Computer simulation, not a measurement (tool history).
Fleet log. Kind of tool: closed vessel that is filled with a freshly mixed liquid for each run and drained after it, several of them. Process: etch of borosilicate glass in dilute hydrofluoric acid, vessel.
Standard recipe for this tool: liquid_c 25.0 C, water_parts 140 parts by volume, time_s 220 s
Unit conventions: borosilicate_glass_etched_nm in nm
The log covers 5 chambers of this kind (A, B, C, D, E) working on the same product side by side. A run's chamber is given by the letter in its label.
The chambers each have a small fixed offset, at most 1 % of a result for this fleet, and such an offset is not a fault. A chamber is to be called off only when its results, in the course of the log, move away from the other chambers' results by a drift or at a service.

run    day  liquid_c  water_parts  time_s  read-back film thickness of the borosilicate glass reference wafer, read on the same gauge (nm)  borosilicate_glass_etched_nm
 1A  0.192      25.0          140     220                                                                                           29.984                        44.269
 2C  0.304      25.0          140     220                                                                                           30.005                        44.826
 3B  0.558      25.0          140     220                                                                                           29.973                        44.457
 4D  0.762      25.0          140     220                                                                                           30.028                        43.994
 5E  1.017      25.0          140     220                                                                                           29.983                        45.445
 6C  1.196      25.0          140     220                                                                                           29.958                        44.414
 7E  1.400      25.0          140     220                                                                                           30.008                        44.866
 8B  1.638      25.0          140     220                                                                                           30.015                        45.318
 9D  1.804      25.0          140     220                                                                                           30.042                        44.932
10A  1.925      25.0          140     220                                                                                           29.987                        44.818
11A  2.167      25.0          195     125                                                                                           30.005                        17.219
12B  2.392      25.0          195     125                                                                                           30.040                        17.583
13C  2.542      25.0          195     125                                                                                           30.040                        16.961
14D  2.717      25.0          195     125                                                                                           30.032                        16.842
15E  2.954      25.0          195     125                                                                                           30.023                        17.022
16D  3.125      27.5          140     115                                                                                           30.035                        25.117
17B  3.296      27.5          140     115                                                                                           30.032                        26.513
18E  3.425      27.5          140     115                                                                                           29.975                        26.154
19C  3.546      27.5          140     115                                                                                           30.035                        25.764
20A  3.783      27.5          140     115                                                                                           29.995                        25.292
21E  3.925      25.0          140     220                                                                                           29.972                        45.283
22B  4.067      25.0          140     220                                                                                           30.029                        46.187
23D  4.275      29.0          140     220                                                                                           30.034                        50.202
24C  4.471      29.0          140     220                                                                                           29.998                        52.354
25A  4.675      29.0          140     220                                                                                           29.979                        52.699
26B  4.850      29.0          140     220                                                                                           30.021                        52.344
27C  5.021      29.0          140     220                                                                                           30.029                        52.457
28E  5.229      25.0          140     220                                                                                           29.946                        45.254
29D  5.379      25.0          140     220                                                                                           29.995                        41.442
30A  5.583      25.0          140     220                                                                                           29.998                        44.896
31B  5.833      25.0          140     220                                                                                           30.010                        45.684
32D  6.004      25.0          140     220                                                                                           30.010                        41.764

Is one chamber out of step, is the gauge drifting, or do the chambers differ by no more than their own small offsets? For an off chamber, give its letter and the likeliest cause.

Little by little, chamber D moves away from the other chambers.
Most likely cause: hydrofluoric acid flow below the setpoint (%) = 6.27.
From this log alone, it may not be told apart from: liquid colder than its thermometer reads (K).

Here are 4 candidates for chamber D's next run, each the usual settings with a change, their results left as question marks. Which one brings its results back in line with what the others give on the usual settings?
In line here means within this much of the mean the other chambers give on the usual settings: borosilicate_glass_etched_nm 1.500 nm
33D-1  6.188      25.0          150     205                                                                                                                              ?
33D-2  6.188      25.0          125     220                                                                                                                              ?
33D-3  6.188      25.0          135     230                                                                                                                              ?
33D-4  6.188      25.0          145     210                                                                                                                              ?

Mean of the other chambers on the usual settings: borosilicate_glass_etched_nm 44.986 nm
  run  borosilicate_glass_etched_nm
33D-1                        35.610
33D-2                        47.376
33D-3                        45.259
33D-4                        37.977
The answer is 33D-3, which returns the chamber to within the allowed miss of the others.

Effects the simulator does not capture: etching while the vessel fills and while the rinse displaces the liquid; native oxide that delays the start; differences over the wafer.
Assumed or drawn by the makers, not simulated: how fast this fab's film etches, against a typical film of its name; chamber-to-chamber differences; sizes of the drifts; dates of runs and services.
